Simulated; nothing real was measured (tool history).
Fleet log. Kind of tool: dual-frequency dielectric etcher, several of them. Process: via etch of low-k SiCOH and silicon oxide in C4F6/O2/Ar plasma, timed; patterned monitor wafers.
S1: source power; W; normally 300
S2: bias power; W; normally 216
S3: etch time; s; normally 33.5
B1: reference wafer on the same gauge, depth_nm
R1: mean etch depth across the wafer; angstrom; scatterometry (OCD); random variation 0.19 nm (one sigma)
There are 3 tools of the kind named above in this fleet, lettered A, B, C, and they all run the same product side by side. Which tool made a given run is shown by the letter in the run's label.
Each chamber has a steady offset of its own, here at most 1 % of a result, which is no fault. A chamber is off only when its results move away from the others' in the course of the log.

run 1A hour=8.1 | S1=300 S2=216 S3=33.5 | B1=62.545 | R1=747.05
run 2C hour=17.5 | S1=300 S2=216 S3=33.5 | B1=62.639 | R1=753.92
run 3B hour=26.4 | S1=300 S2=216 S3=33.5 | B1=62.596 | R1=753.45
run 4A hour=32.5 | S1=300 S2=216 S3=33.5 | B1=62.604 | R1=746.85
run 5C hour=43.6 | S1=300 S2=216 S3=33.5 | B1=62.597 | R1=754.60
run 6B hour=54.9 | S1=300 S2=216 S3=33.5 | B1=62.583 | R1=758.73
run 7C hour=67.0 | S1=300 S2=195 S3=33.5 | B1=62.616 | R1=724.62
run 8B hour=78.8 | S1=300 S2=195 S3=33.5 | B1=62.586 | R1=731.36
run 9A hour=90.4 | S1=300 S2=195 S3=33.5 | B1=62.573 | R1=722.85
run 10C hour=99.2 | S1=300 S2=216 S3=33.5 | B1=62.599 | R1=753.99
run 11B hour=105.0 | S1=300 S2=216 S3=33.5 | B1=62.629 | R1=755.59
run 12A hour=110.5 | S1=300 S2=216 S3=33.5 | B1=62.563 | R1=746.94
run 13A hour=118.4 | S1=300 S2=216 S3=33.5 | B1=62.593 | R1=747.95
run 14B hour=126.6 | S1=300 S2=216 S3=33.5 | B1=62.579 | R1=757.86
run 15C hour=138.6 | S1=300 S2=216 S3=33.5 | B1=62.590 | R1=747.72
run 16C hour=144.8 | S1=300 S2=216 S3=33.5 | B1=62.614 | R1=747.15
run 17A hour=153.1 | S1=300 S2=216 S3=33.5 | B1=62.630 | R1=745.34
run 18B hour=161.1 | S1=270 S2=216 S3=33.5 | B1=62.561 | R1=728.34
-- hour=166.1 chamber B: wet clean of the chamber
run 19B hour=166.5 | S1=270 S2=216 S3=33.5 | B1=62.584 | R1=724.71
run 20C hour=177.0 | S1=270 S2=216 S3=33.5 | B1=62.623 | R1=713.54
run 21A hour=183.8 | S1=300 S2=216 S3=33.5 | B1=62.589 | R1=749.29
run 22A hour=194.9 | S1=300 S2=216 S3=33.5 | B1=62.605 | R1=750.63
run 23B hour=203.5 | S1=300 S2=216 S3=33.5 | B1=62.599 | R1=757.72
run 24C hour=208.8 | S1=300 S2=216 S3=33.5 | B1=62.634 | R1=741.00
run 25A hour=214.4 | S1=300 S2=216 S3=33.5 | B1=62.621 | R1=748.16
run 26B hour=222.9 | S1=300 S2=216 S3=33.5 | B1=62.590 | R1=755.77
run 27C hour=234.7 | S1=300 S2=216 S3=33.5 | B1=62.571 | R1=732.94
run 28B hour=240.5 | S1=300 S2=216 S3=33.5 | B1=62.609 | R1=758.36
run 29C hour=247.9 | S1=300 S2=216 S3=28.5 | B1=62.585 | R1=623.73
run 30A hour=253.7 | S1=300 S2=216 S3=28.5 | B1=62.660 | R1=635.30
run 31B hour=263.8 | S1=300 S2=216 S3=28.5 | B1=62.665 | R1=644.38

All chambers now run identical settings, listed one chamber a line with results as question marks. What results will each chamber show?
run 32A hour=272.4 | S1=300 S2=236 S3=33.5 | R1=?
run 32B hour=272.4 | S1=300 S2=236 S3=33.5 | R1=?
run 32C hour=272.4 | S1=300 S2=236 S3=33.5 | R1=?

run=32A R1=768.54
run=32B R1=779.14
run=32C R1=747.05
